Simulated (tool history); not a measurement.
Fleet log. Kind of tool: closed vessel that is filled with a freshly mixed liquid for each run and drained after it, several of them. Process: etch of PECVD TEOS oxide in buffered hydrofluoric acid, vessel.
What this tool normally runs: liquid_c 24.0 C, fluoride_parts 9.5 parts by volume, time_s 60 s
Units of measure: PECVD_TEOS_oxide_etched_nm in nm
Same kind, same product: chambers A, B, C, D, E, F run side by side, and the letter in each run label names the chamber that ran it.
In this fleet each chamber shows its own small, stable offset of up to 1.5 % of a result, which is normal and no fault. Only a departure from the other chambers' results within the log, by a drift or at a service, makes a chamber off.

| run | hour | liquid_c | fluoride_parts | time_s | read-back film thickness of the PECVD TEOS oxide reference wafer, read on the same gauge (nm) | PECVD_TEOS_oxide_etched_nm |
|---|---|---|---|---|---|---|
| 1A | 4.4 | 24.0 | 9.5 | 60 | 149.94 | 136.710 |
| 2C | 9.2 | 24.0 | 9.5 | 60 | 149.95 | 136.060 |
| 3D | 16.3 | 24.0 | 9.5 | 60 | 150.03 | 137.520 |
| 4E | 21.2 | 24.0 | 9.5 | 60 | 149.98 | 135.660 |
| 5B | 28.6 | 24.0 | 9.5 | 60 | 149.97 | 137.050 |
| 6F | 35.9 | 24.0 | 9.5 | 60 | 150.01 | 136.720 |
| 7C | 43.6 | 24.0 | 9.5 | 60 | 150.01 | 136.820 |
| 8B | 50.9 | 24.0 | 9.5 | 60 | 150.01 | 134.580 |
| 9F | 58.4 | 24.0 | 9.5 | 60 | 150.00 | 135.980 |
| 10D | 65.3 | 24.0 | 9.5 | 60 | 150.02 | 136.440 |
| 11E | 70.1 | 24.0 | 9.5 | 60 | 149.97 | 135.810 |
| 12A | 75.1 | 24.0 | 9.5 | 40 | 150.03 | 90.465 |
| 13B | 81.4 | 24.0 | 9.5 | 40 | 149.96 | 90.691 |
| 14F | 88.7 | 24.0 | 9.5 | 40 | 150.00 | 89.982 |
| 15E | 95.2 | 24.0 | 9.5 | 40 | 149.99 | 90.288 |
| 16C | 100.6 | 24.0 | 9.5 | 40 | 149.98 | 90.948 |
| 17A | 108.0 | 24.0 | 9.5 | 40 | 149.94 | 89.178 |
| 18D | 113.7 | 21.0 | 9.5 | 85 | 150.02 | 164.440 |
| 19B | 120.2 | 21.0 | 9.5 | 85 | 150.03 | 161.880 |
| 20C | 126.5 | 21.0 | 9.5 | 85 | 150.00 | 163.770 |
| 21A | 131.1 | 21.0 | 9.5 | 85 | 150.00 | 161.920 |
| 22E | 138.0 | 21.0 | 9.5 | 85 | 150.00 | 163.670 |
| 23F | 144.2 | 21.0 | 9.5 | 85 | 149.98 | 162.940 |
| 24D | 150.0 | 24.0 | 9.5 | 60 | 150.03 | 137.210 |
| 25A | 156.9 | 24.0 | 9.5 | 60 | 150.01 | 132.570 |
| 26B | 162.2 | 24.0 | 9.5 | 60 | 149.98 | 133.720 |
|  | 165.5 | chamber C: hydrofluoric acid flow meter replaced |
| 27D | 167.2 | 24.0 | 9.5 | 60 | 150.00 | 134.490 |
| 28F | 172.1 | 24.0 | 9.5 | 60 | 149.98 | 135.910 |
| 29C | 178.4 | 24.0 | 9.5 | 60 | 149.98 | 135.720 |
| 30E | 181.9 | 24.0 | 9.5 | 60 | 150.02 | 135.320 |
| 31B | 189.3 | 24.0 | 9.5 | 60 | 150.03 | 134.630 |
|  | 192.1 | chamber B: thermometer replaced |
| 32C | 192.7 | 24.0 | 9.5 | 60 | 149.96 | 136.630 |
| 33E | 197.7 | 24.0 | 9.5 | 60 | 150.00 | 134.170 |
| 34D | 203.0 | 24.0 | 6.0 | 80 | 150.01 | 282.480 |
| 35A | 208.2 | 24.0 | 6.0 | 80 | 150.01 | 269.870 |
| 36F | 214.5 | 24.0 | 6.0 | 80 | 149.96 | 282.440 |
| 37F | 222.0 | 24.0 | 6.0 | 80 | 150.01 | 281.930 |
| 38A | 227.4 | 24.0 | 6.0 | 80 | 150.02 | 270.250 |
| 39B | 233.7 | 24.0 | 6.0 | 80 | 150.04 | 274.760 |
| 40E | 239.1 | 24.0 | 9.5 | 60 | 149.96 | 136.350 |
| 41D | 246.9 | 20.5 | 9.5 | 60 | 150.00 | 112.700 |
| 42C | 252.7 | 20.5 | 9.5 | 60 | 149.94 | 111.870 |

For the next run the whole fleet of 6 chambers uses the same settings. Give each chamber's results:
| 43A | 258.2 | 24.0 | 9.5 | 60 |  | ? |
| 43B | 258.2 | 24.0 | 9.5 | 60 |  | ? |
| 43C | 258.2 | 24.0 | 9.5 | 60 |  | ? |
| 43D | 258.2 | 24.0 | 9.5 | 60 |  | ? |
| 43E | 258.2 | 24.0 | 9.5 | 60 |  | ? |
| 43F | 258.2 | 24.0 | 9.5 | 60 |  | ? |

| run | PECVD_TEOS_oxide_etched_nm |
|---|---|
| 43A | 127.210 |
| 43B | 135.930 |
| 43C | 138.400 |
| 43D | 137.500 |
| 43E | 134.570 |
| 43F | 135.680 |

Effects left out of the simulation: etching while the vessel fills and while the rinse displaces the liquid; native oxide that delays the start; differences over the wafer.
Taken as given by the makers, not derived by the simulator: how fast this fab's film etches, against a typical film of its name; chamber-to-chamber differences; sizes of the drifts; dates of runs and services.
